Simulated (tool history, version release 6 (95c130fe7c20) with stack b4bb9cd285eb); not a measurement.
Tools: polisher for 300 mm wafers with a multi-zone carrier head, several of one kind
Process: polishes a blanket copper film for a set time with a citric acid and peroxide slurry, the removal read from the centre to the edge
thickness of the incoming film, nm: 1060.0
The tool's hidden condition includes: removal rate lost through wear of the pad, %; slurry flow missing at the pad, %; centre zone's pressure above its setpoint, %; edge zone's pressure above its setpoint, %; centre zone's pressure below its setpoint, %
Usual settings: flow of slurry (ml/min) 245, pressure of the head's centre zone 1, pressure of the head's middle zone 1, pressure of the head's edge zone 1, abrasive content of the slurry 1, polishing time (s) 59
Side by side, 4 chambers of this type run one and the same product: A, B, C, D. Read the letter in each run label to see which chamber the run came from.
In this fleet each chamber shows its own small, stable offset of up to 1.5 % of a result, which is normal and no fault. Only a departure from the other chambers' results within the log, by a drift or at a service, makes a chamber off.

| run | hour | flow of slurry (ml/min) | pressure of the head's centre zone | pressure of the head's middle zone | pressure of the head's edge zone | abrasive content of the slurry | polishing time (s) | wafers polished on this pad | hours since the slurry nozzle was cleaned | hours since the centre zone pressure was calibrated | hours since the edge zone pressure was calibrated | film removed at the wafer's centre (Å) | film removed at mid-radius (Å) | film removed at the wafer's edge (Å) |
|---|---|---|---|---|---|---|---|---|---|---|---|---|---|---|
| 1A | 7.8 | 245 | 1 | 1 | 1 | 1 | 59 | 517 | 101.4 | 563.1 | 823.3 | 1589.7 | 1601.4 | 1579.2 |
|  | 12.3 | chamber A: worn pad replaced by a new one |
| 2B | 17.2 | 245 | 1 | 1 | 1 | 1 | 59 | 491 | 351.6 | 712.7 | 536 | 1575.9 | 1574.6 | 1582.7 |
| 3D | 26.6 | 245 | 1 | 1 | 1 | 1 | 59 | 533 | 76.4 | 574.7 | 691.5 | 1599 | 1577.6 | 1572.3 |
| 4C | 35.6 | 245 | 1 | 1 | 1 | 1 | 59 | 410 | 64.8 | 122.4 | 389.3 | 1628.5 | 1610.9 | 1578.5 |
| 5C | 44.2 | 245 | 1 | 1 | 1 | 1 | 59 | 495 | 73.4 | 131 | 397.9 | 1597 | 1615.6 | 1611.8 |
| 6B | 50.8 | 245 | 1 | 1.05 | 1 | 1 | 72 | 825 | 385.2 | 746.3 | 569.6 | 1956.2 | 2018 | 1903.2 |
|  | 52 | chamber C: worn pad replaced by a new one |
| 7D | 57 | 245 | 1 | 1.05 | 1 | 1 | 72 | 836 | 106.8 | 605.1 | 721.9 | 1906.1 | 2008.8 | 1931.2 |
| 8A | 61.5 | 245 | 1 | 1.05 | 1 | 1 | 72 | 489 | 155.1 | 616.8 | 877 | 1916.9 | 2037.4 | 1929 |
| 9C | 70.3 | 245 | 1 | 1.05 | 1 | 1 | 72 | 182 | 99.5 | 157.1 | 424 | 1951.1 | 2012.3 | 1930 |
|  | 71.7 | chamber D: edge zone pressure recalibrated |
|  | 75.4 | chamber B: worn pad replaced by a new one |
|  | 77.5 | chamber A: worn pad replaced by a new one |
| 10B | 78.5 | 245 | 1 | 1 | 1 | 1 | 59 | 30 | 412.9 | 774 | 597.3 | 1558.2 | 1559.3 | 1577.6 |
| 11A | 87.9 | 245 | 1 | 1 | 1 | 1 | 59 | 103 | 181.5 | 643.2 | 903.4 | 1599 | 1596.2 | 1617 |
|  | 96.8 | chamber D: worn pad replaced by a new one |
| 12D | 96.9 | 245 | 1 | 1 | 1 | 1 | 59 | 1 | 146.7 | 645 | 25.3 | 1573.5 | 1611 | 1595.8 |
| 13B | 104.9 | 245 | 1 | 1 | 1 | 1 | 59 | 293 | 439.3 | 800.4 | 623.7 | 1555.2 | 1583.6 | 1597.7 |
|  | 108.3 | chamber C: worn pad replaced by a new one |
| 14D | 113.8 | 245 | 1 | 1 | 1 | 1 | 59 | 170 | 163.6 | 661.9 | 42.2 | 1585.6 | 1599.1 | 1583.3 |
| 15C | 123.1 | 245 | 0.92 | 1 | 1 | 1.15 | 59 | 147 | 152.3 | 209.9 | 476.8 | 1546.3 | 1658.3 | 1670.4 |
| 16A | 131.2 | 245 | 0.92 | 1 | 1 | 1.15 | 59 | 534 | 224.8 | 686.5 | 946.7 | 1514.9 | 1638 | 1629.6 |
|  | 134.7 | chamber A: edge zone pressure recalibrated |
| 17B | 136 | 245 | 0.92 | 1 | 1 | 1.15 | 59 | 602 | 470.4 | 831.5 | 654.8 | 1462.7 | 1646.6 | 1669 |
| 18D | 140.8 | 245 | 0.92 | 1 | 1 | 1.15 | 59 | 438 | 190.6 | 688.9 | 69.2 | 1497.3 | 1627.1 | 1646.3 |
|  | 148.1 | chamber A: worn pad replaced by a new one |
| 19C | 149.1 | 245 | 1 | 1 | 1 | 1 | 59 | 406 | 178.3 | 235.9 | 502.8 | 1673.2 | 1597.4 | 1587 |
| 20A | 156.2 | 245 | 1 | 1 | 1 | 1 | 59 | 81 | 249.8 | 711.5 | 21.6 | 1587 | 1603.8 | 1571.8 |
|  | 161 | chamber C: worn pad replaced by a new one |
| 21B | 165.8 | 245 | 1 | 1 | 1 | 1 | 59 | 899 | 500.2 | 861.3 | 684.6 | 1579.6 | 1593.5 | 1612.5 |
|  | 166.6 | chamber B: centre zone pressure recalibrated |
|  | 171.7 | chamber B: worn pad replaced by a new one |
| 22D | 172.5 | 245 | 1 | 1 | 1 | 1 | 59 | 753 | 222.3 | 720.6 | 100.9 | 1564.9 | 1606.3 | 1618.2 |
| 23C | 178.5 | 245 | 1 | 1.05 | 1 | 1 | 59 | 174 | 207.7 | 265.3 | 532.2 | 1687.9 | 1662.2 | 1607.1 |
| 24A | 184.9 | 245 | 1 | 1.05 | 1 | 1 | 59 | 366 | 278.5 | 740.2 | 50.3 | 1576.7 | 1656.8 | 1555.4 |
|  | 191.8 | chamber C: slurry nozzle cleaned |
| 25D | 192.1 | 245 | 1 | 1.05 | 1 | 1 | 59 | 948 | 241.9 | 740.2 | 120.5 | 1580 | 1682.7 | 1611.3 |
|  | 196.4 | chamber B: edge zone pressure recalibrated |
| 26A | 201.7 | 245 | 1 | 1.05 | 1 | 1 | 59 | 533 | 295.3 | 757 | 67.1 | 1592.6 | 1666.2 | 1567.8 |
|  | 202.5 | chamber D: worn pad replaced by a new one |
|  | 206.4 | chamber A: worn pad replaced by a new one |
| 27B | 206.8 | 245 | 1 | 1 | 1 | 1 | 59 | 349 | 541.2 | 40.2 | 10.5 | 1585.6 | 1589 | 1641.8 |
|  | 212.2 | chamber C: worn pad replaced by a new one |
| 28C | 212.7 | 245 | 1 | 1 | 1 | 1 | 59 | 5 | 20.9 | 299.5 | 566.4 | 1709.7 | 1599.3 | 1569.2 |
| 29D | 221.9 | 245 | 1 | 1 | 1 | 1 | 59 | 193 | 271.7 | 770 | 150.3 | 1592.4 | 1563.7 | 1633.7 |
| 30C | 230.3 | 245 | 1 | 1 | 1 | 1 | 45 | 180 | 38.5 | 317.1 | 584 | 1320.4 | 1216.9 | 1204.9 |
| 31A | 239.7 | 245 | 1 | 1 | 1 | 1 | 45 | 331 | 333.3 | 795 | 105.1 | 1210.2 | 1212.1 | 1227.4 |
| 32B | 248.5 | 245 | 1 | 1 | 1 | 1 | 45 | 763 | 582.9 | 81.9 | 52.2 | 1194.1 | 1223.6 | 1247.9 |
| 33C | 257.2 | 245 | 1 | 1 | 1 | 1 | 45 | 448 | 65.4 | 344 | 610.9 | 1325.3 | 1215.3 | 1244.9 |
|  | 261.1 | chamber C: worn pad replaced by a new one |
| 34B | 264.8 | 245 | 1 | 1 | 1 | 1 | 59 | 926 | 599.2 | 98.2 | 68.5 | 1590.4 | 1596.1 | 1564.8 |
|  | 268.6 | chamber D: slurry nozzle cleaned |
|  | 269 | chamber A: worn pad replaced by a new one |
| 35A | 270.1 | 245 | 1 | 1 | 1 | 1 | 59 | 11 | 363.7 | 825.4 | 135.5 | 1590.9 | 1595 | 1569 |
| 36D | 275.7 | 245 | 1 | 1 | 1 | 1 | 59 | 728 | 7.1 | 823.8 | 204.1 | 1576.8 | 1581 | 1568.4 |
| 37C | 283.4 | 245 | 1 | 0.93 | 1 | 1 | 59 | 222 | 91.6 | 370.2 | 637.1 | 1786.3 | 1492.7 | 1597.3 |

Decide between three cases: one chamber stands off from its peers, the gauge reading all wafers drifts, or nothing is wrong past each chamber's small offset. Where a chamber is off, say which and what most likely put it there.

Little by little, chamber C moves away from the other chambers.
What lies behind it: centre zone's pressure above its setpoint, % = 10.5.

Here are 4 candidates for chamber C's next run, each the usual settings with a change, their results left as question marks. Which one brings its results back in line with what the others give on the usual settings?
Maximum distance from the other chambers' mean on the usual settings for a result to count as in line: film removed at the wafer's centre (Å) 58; film removed at mid-radius (Å) 48; film removed at the wafer's edge (Å) 83
| 38C-1 | 290.5 | 240 | 0.91 | 1.02 | 1.03 | 1 | 58 |  |  |  |  | ? | ? | ? |
| 38C-2 | 290.5 | 235 | 0.87 | 1.03 | 1.04 | 1 | 58 |  |  |  |  | ? | ? | ? |
| 38C-3 | 290.5 | 250 | 1.09 | 0.98 | 0.97 | 1 | 60 |  |  |  |  | ? | ? | ? |
| 38C-4 | 290.5 | 255 | 1.14 | 0.96 | 0.96 | 1 | 61 |  |  |  |  | ? | ? | ? |

The other chambers' mean on the usual settings: film removed at the wafer's centre (Å) 1584.9; film removed at mid-radius (Å) 1593.6; film removed at the wafer's edge (Å) 1591.3
| run | film removed at the wafer's centre (Å) | film removed at mid-radius (Å) | film removed at the wafer's edge (Å) |
|---|---|---|---|
| 38C-1 | 1576.9 | 1590.3 | 1595.6 |
| 38C-2 | 1498.2 | 1600.7 | 1600.7 |
| 38C-3 | 1988.6 | 1592.6 | 1605.4 |
| 38C-4 | 2125.4 | 1592.5 | 1626.5 |
38C-1 is the one that brings the chamber's results back in line with the other chambers.

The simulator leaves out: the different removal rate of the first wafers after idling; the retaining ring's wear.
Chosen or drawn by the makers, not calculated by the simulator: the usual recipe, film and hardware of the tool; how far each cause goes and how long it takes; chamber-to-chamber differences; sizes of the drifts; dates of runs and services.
